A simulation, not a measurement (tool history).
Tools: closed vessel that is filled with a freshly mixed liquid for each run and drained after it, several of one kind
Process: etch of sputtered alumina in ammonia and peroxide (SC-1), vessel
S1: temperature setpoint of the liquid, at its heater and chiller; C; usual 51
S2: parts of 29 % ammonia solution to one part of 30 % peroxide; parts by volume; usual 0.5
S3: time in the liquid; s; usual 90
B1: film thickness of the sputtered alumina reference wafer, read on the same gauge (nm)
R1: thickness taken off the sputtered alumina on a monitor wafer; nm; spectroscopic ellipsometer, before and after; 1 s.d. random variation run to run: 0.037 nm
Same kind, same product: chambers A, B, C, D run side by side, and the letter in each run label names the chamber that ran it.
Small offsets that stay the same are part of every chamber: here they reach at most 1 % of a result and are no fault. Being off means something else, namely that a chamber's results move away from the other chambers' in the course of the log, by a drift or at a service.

run   hour    S1    S2   S3      B1      R1
 1C    3.3    51   0.5   90  50.001  4.2556
 2A    6.4    51   0.5   90  49.968  4.2419
 3B   10.4    51   0.5   90  50.003  4.2215
 4D   13.7    51   0.5   90  49.988  4.2851
 5C   18.7    51   0.5   90  49.997  4.3066
 6D   21.3    51   0.5   90  50.014  4.2378
 7A   25.5    51   0.5   90  49.971   4.281
 8B   28.7    51   0.5   90  50.008  4.2125
 9C   32.8    51   0.5  125  50.034  5.9602
10A   36.4    51   0.5  125  50.045  5.9034
11D   40.4    51   0.5  125   50.01  5.8887
12B   42.8    51   0.5  125  49.987  5.8917
13A   47.3    51   0.5   90   49.98  4.2786
14D   50.1    41   0.5   90  49.983  2.3835
15B   54.5    41   0.5   90  49.982  2.4878
16C   59.3    41   0.5   90  49.965  2.4434
17A   61.9    41   0.5   90  50.033  2.3575
18D   65.2    51   0.5   90   49.97  4.2107
19C     68    51   0.5   90  50.001  4.2332
20B   71.4    51   0.6   90  49.969  4.4944
21D   74.6    51   0.6   90  49.997  4.3725
22C   77.6    51   0.6   90  50.021  4.3995
23A   81.1    51   0.6   90  50.017   4.324
24B   83.7    51   0.5   90  50.012  4.4198
25C   86.1  42.5   0.4   90  49.972  2.6067
26A     90  42.5   0.4   90  49.992  2.5355
27B   93.2  42.5   0.4   90  49.995  2.8173
      95.2  -- chamber C: new drum of ammonia solution connected
28D   98.3  42.5   0.4   90  49.962  2.5812
29A  102.4    51   0.5   90  49.976  4.3173
30B  107.2    51  0.25  130  49.996  6.2737
31D  111.2    51  0.25  130  50.018  5.8135
32C  114.9    51  0.25  130      50  5.8656
33D  118.3    51  0.25  130  50.001  5.8127
34C  122.1    51   0.5   90  50.032  4.2672
35B  125.1    51   0.5   90  49.997  4.7178
36A  129.9    51   0.5   90  50.002  4.3025
37B  134.6    51   0.4   90  49.997  4.6033

Is one chamber out of step, is the gauge drifting, or do the chambers differ by no more than their own small offsets? For an off chamber, give its letter and the likeliest cause.

One chamber, B, drifts off from the rest bit by bit.
Cause: liquid hotter than its thermometer reads (K) = 2.1.

Chamber B could run next with any of the 4 candidate recipes listed below; each alters the usual settings, and their results appear as question marks. Which one brings its results back in line with what the other chambers deliver on the usual settings?
Maximum distance from the other chambers' mean on the usual settings for a result to count as in line: R1 0.13 nm
38B-1  138.3    49  0.5  90       ?
38B-2  138.3    52  0.5  95       ?
38B-3  138.3  51.5  0.5  90       ?
38B-4  138.3  50.5  0.5  90       ?

Mean of the other chambers on the usual settings: R1 4.2723 nm
  run      R1
38B-1  4.2636
38B-2  5.2806
38B-3  4.8731
38B-4  4.6203
38B-1 is the one that brings the chamber's results back in line with the other chambers.
